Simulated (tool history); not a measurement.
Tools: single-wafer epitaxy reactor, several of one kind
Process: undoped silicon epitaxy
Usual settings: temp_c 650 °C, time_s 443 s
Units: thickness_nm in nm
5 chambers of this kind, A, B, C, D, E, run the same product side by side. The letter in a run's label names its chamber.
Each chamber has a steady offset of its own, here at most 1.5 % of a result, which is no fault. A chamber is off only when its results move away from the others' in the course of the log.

run,hour,temp_c,time_s,"read-back reference wafer on the same gauge, thickness_nm",thickness_nm
1C,6,650,443,61.313,74.433
2E,12.4,650,443,61.281,74.082
3D,21.7,650,443,61.257,75.599
4B,27.4,650,443,61.269,73.948
5A,34.4,650,443,61.248,73.868
6C,38.8,650,443,61.274,74.371
7A,43.4,650,443,61.245,73.887
8D,48.7,650,443,61.245,75.492
9E,56,650,443,61.231,73.92
10B,60.9,650,443,61.23,74.103
11D,69.8,650,443,61.224,75.318
12C,78.9,650,443,61.202,74.247
13B,87.7,650,443,61.192,74.036
14A,97,650,443,61.184,73.677
15E,102.3,650,443,61.175,73.892
16D,110,650,443,61.162,75.204
17C,115.8,650,443,61.143,74.335
18B,120.7,650,443,61.164,73.956
19A,125.3,650,443,61.151,73.849
20E,131.3,650,443,61.153,73.734
21E,137.6,650,443,61.126,73.816
22A,143.4,664,443,61.131,99.52
23B,150.4,664,443,61.126,100.09
24D,155.1,664,443,61.096,102.02
25C,164.6,664,443,61.102,100.56
26E,171.5,664,443,61.095,99.788
27B,180.5,650,443,61.075,73.881
28A,188.7,650,408,61.081,67.84
29C,198,650,408,61.063,68.144
30D,203.6,650,408,61.04,69.233
31D,209.6,650,408,61.034,69.223
32A,217.5,650,408,61.025,67.739
33E,222.3,650,443,61.04,73.678

All 5 chambers run these settings next. Forecast each chamber's results:
34A,229.2,650,443,,?
34B,229.2,650,443,,?
34C,229.2,650,443,,?
34D,229.2,650,443,,?
34E,229.2,650,443,,?

run,thickness_nm
34A,73.535
34B,73.867
34C,74.039
34D,75.241
34E,73.698

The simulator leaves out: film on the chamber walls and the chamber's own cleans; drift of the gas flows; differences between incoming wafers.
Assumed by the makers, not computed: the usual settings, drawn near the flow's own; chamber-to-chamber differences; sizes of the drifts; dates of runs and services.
